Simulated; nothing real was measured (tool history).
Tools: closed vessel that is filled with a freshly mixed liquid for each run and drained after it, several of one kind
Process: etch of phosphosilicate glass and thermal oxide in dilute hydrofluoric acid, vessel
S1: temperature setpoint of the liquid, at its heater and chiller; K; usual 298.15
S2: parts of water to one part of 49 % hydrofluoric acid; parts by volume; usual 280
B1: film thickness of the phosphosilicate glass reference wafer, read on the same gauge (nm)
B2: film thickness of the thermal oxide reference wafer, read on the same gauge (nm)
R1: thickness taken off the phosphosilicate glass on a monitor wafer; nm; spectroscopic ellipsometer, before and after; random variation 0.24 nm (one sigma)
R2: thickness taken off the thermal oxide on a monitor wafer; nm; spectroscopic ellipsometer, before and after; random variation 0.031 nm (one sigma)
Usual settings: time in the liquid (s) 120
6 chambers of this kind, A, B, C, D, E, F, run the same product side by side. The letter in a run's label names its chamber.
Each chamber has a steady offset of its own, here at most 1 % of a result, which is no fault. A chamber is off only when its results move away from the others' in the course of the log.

{"run": "1F", "hour": 3.7, "S1": 298.15, "S2": 280, "time in the liquid (s)": 120, "B1": 119.98, "B2": 150, "R1": 49.448, "R2": 1.6309}
{"run": "2A", "hour": 8.9, "S1": 298.15, "S2": 280, "time in the liquid (s)": 120, "B1": 119.98, "B2": 150.01, "R1": 49.011, "R2": 1.6839}
{"run": "3E", "hour": 15.3, "S1": 298.15, "S2": 280, "time in the liquid (s)": 120, "B1": 120.03, "B2": 149.98, "R1": 48.385, "R2": 1.7454}
{"run": "4C", "hour": 19.1, "S1": 298.15, "S2": 280, "time in the liquid (s)": 120, "B1": 120.02, "B2": 149.99, "R1": 47.903, "R2": 1.7843}
{"run": "5B", "hour": 23.3, "S1": 298.15, "S2": 280, "time in the liquid (s)": 120, "B1": 120.02, "B2": 150.01, "R1": 48.827, "R2": 1.6868}
{"run": "6D", "hour": 27.2, "S1": 298.15, "S2": 145, "time in the liquid (s)": 90, "B1": 120.06, "B2": 149.99, "R1": 80.363, "R2": 2.7161}
{"run": "7D", "hour": 33.8, "S1": 298.15, "S2": 145, "time in the liquid (s)": 90, "B1": 119.99, "B2": 150.03, "R1": 80.498, "R2": 2.8854}
{"run": "8F", "hour": 38.8, "S1": 298.15, "S2": 145, "time in the liquid (s)": 90, "B1": 120.01, "B2": 150, "R1": 81.128, "R2": 2.8255}
{"run": "9E", "hour": 42.8, "S1": 298.15, "S2": 145, "time in the liquid (s)": 90, "B1": 120.01, "B2": 150, "R1": 82.075, "R2": 2.9096}
{"run": "10A", "hour": 46.9, "S1": 298.15, "S2": 145, "time in the liquid (s)": 90, "B1": 119.97, "B2": 150, "R1": 80.319, "R2": 2.8451}
{"run": "11B", "hour": 53.1, "S1": 298.15, "S2": 145, "time in the liquid (s)": 90, "B1": 119.98, "B2": 149.98, "R1": 83.696, "R2": 2.9668}
{"run": "12C", "hour": 58.0, "S1": 298.15, "S2": 280, "time in the liquid (s)": 180, "B1": 120.02, "B2": 150.02, "R1": 72.726, "R2": 2.6041}
{"run": "13B", "hour": 61.8, "S1": 298.15, "S2": 280, "time in the liquid (s)": 180, "B1": 120, "B2": 150.05, "R1": 73.729, "R2": 2.5962}
{"run": "14E", "hour": 66.1, "S1": 298.15, "S2": 280, "time in the liquid (s)": 180, "B1": 119.97, "B2": 149.95, "R1": 72.7, "R2": 2.544}
{"run": "15C", "hour": 71.6, "S1": 298.15, "S2": 280, "time in the liquid (s)": 180, "B1": 120, "B2": 150.01, "R1": 72.533, "R2": 2.5773}
{"run": "16A", "hour": 76.5, "S1": 298.15, "S2": 280, "time in the liquid (s)": 180, "B1": 119.99, "B2": 150, "R1": 72.707, "R2": 2.6045}
{"run": "17D", "hour": 83.1, "S1": 298.15, "S2": 280, "time in the liquid (s)": 180, "B1": 120.04, "B2": 150.06, "R1": 73.174, "R2": 2.4903}
{"run": "18F", "hour": 89.1, "S1": 298.15, "S2": 280, "time in the liquid (s)": 120, "B1": 119.98, "B2": 150, "R1": 48.56, "R2": 1.6256}
{"run": "19E", "hour": 94.3, "S1": 298.15, "S2": 280, "time in the liquid (s)": 120, "B1": 120, "B2": 150.03, "R1": 48.353, "R2": 1.6482}
{"run": "20B", "hour": 98.3, "S1": 298.15, "S2": 280, "time in the liquid (s)": 120, "B1": 120.03, "B2": 150.01, "R1": 48.629, "R2": 1.7055}
{"run": "21F", "hour": 104.0, "S1": 298.15, "S2": 280, "time in the liquid (s)": 120, "B1": 119.99, "B2": 149.97, "R1": 48.123, "R2": 1.642}
{"run": "22D", "hour": 108.5, "S1": 298.15, "S2": 280, "time in the liquid (s)": 120, "B1": 119.97, "B2": 150.02, "R1": 48.814, "R2": 1.6788}
{"run": "23C", "hour": 114.1, "S1": 298.15, "S2": 280, "time in the liquid (s)": 120, "B1": 119.97, "B2": 150.01, "R1": 47.969, "R2": 1.7736}
{"run": "24A", "hour": 117.8, "S1": 298.15, "S2": 280, "time in the liquid (s)": 120, "B1": 120.03, "B2": 149.99, "R1": 48.609, "R2": 1.6692}
{"run": "25F", "hour": 124.4, "S1": 298.15, "S2": 280, "time in the liquid (s)": 120, "B1": 120.04, "B2": 150.03, "R1": 47.975, "R2": 1.6231}
{"hour": 125.9, "done": "chamber A: thermometer replaced"}
{"run": "26B", "hour": 130.6, "S1": 298.15, "S2": 280, "time in the liquid (s)": 120, "B1": 120, "B2": 150, "R1": 48.679, "R2": 1.6752}
{"run": "27D", "hour": 135.3, "S1": 302.15, "S2": 280, "time in the liquid (s)": 55, "B1": 120.03, "B2": 150.03, "R1": 25.574, "R2": 0.87476}
{"run": "28C", "hour": 140.3, "S1": 302.15, "S2": 280, "time in the liquid (s)": 55, "B1": 119.98, "B2": 150, "R1": 25.452, "R2": 0.88649}
{"run": "29E", "hour": 145.2, "S1": 302.15, "S2": 280, "time in the liquid (s)": 55, "B1": 120.04, "B2": 150.04, "R1": 25.368, "R2": 0.89032}
{"run": "30A", "hour": 150.0, "S1": 302.15, "S2": 280, "time in the liquid (s)": 55, "B1": 120, "B2": 149.98, "R1": 25.513, "R2": 0.87494}
{"run": "31E", "hour": 153.7, "S1": 302.15, "S2": 280, "time in the liquid (s)": 55, "B1": 120.02, "B2": 150.01, "R1": 25.417, "R2": 0.89722}
{"run": "32D", "hour": 156.9, "S1": 302.15, "S2": 280, "time in the liquid (s)": 55, "B1": 120, "B2": 149.98, "R1": 25.435, "R2": 0.88814}
{"run": "33B", "hour": 161.5, "S1": 298.15, "S2": 280, "time in the liquid (s)": 120, "B1": 119.96, "B2": 149.94, "R1": 48.714, "R2": 1.7455}
{"run": "34F", "hour": 165.5, "S1": 298.15, "S2": 280, "time in the liquid (s)": 120, "B1": 120, "B2": 149.99, "R1": 46.33, "R2": 1.6299}
{"run": "35C", "hour": 168.7, "S1": 298.15, "S2": 280, "time in the liquid (s)": 120, "B1": 120.03, "B2": 150.02, "R1": 47.954, "R2": 1.7098}
{"run": "36A", "hour": 174.1, "S1": 298.15, "S2": 280, "time in the liquid (s)": 120, "B1": 120.02, "B2": 150.02, "R1": 48.572, "R2": 1.6693}
{"run": "37D", "hour": 179.7, "S1": 298.15, "S2": 280, "time in the liquid (s)": 120, "B1": 120, "B2": 149.99, "R1": 48.779, "R2": 1.7125}
{"run": "38F", "hour": 186.2, "S1": 298.15, "S2": 280, "time in the liquid (s)": 120, "B1": 119.98, "B2": 149.98, "R1": 45.865, "R2": 1.6325}

Is one chamber off against the others, does the gauge drift, or is nothing wrong? If a chamber is off, say which, and what the likeliest cause is.

Chamber F drifts away from the others.
Cause: liquid colder than its thermometer reads (K) = 1.97.
The log may not tell that from: hydrofluoric acid flow below the setpoint (%).

Here are 4 candidates for chamber F's next run, each the usual settings with a change, their results left as question marks. Which one brings its results back in line with what the others give on the usual settings?
In line means no further than this from the other chambers' mean on the usual settings: R1 0.84 nm; R2 0.11 nm
{"run": "39F-1", "hour": 190.9, "S1": 298.15, "S2": 275, "time in the liquid (s)": 120, "R1": "?", "R2": "?"}
{"run": "39F-2", "hour": 190.9, "S1": 298.15, "S2": 275, "time in the liquid (s)": 125, "R1": "?", "R2": "?"}
{"run": "39F-3", "hour": 190.9, "S1": 298.15, "S2": 285, "time in the liquid (s)": 120, "R1": "?", "R2": "?"}
{"run": "39F-4", "hour": 190.9, "S1": 298.15, "S2": 285, "time in the liquid (s)": 115, "R1": "?", "R2": "?"}

The other chambers' mean on the usual settings: R1 48.585 nm; R2 1.6993 nm
run=39F-1 R1=46.802 R2=1.629
run=39F-2 R1=48.752 R2=1.6968
run=39F-3 R1=44.751 R2=1.5576
run=39F-4 R1=42.886 R2=1.4927
39F-2 brings the chamber back in line.
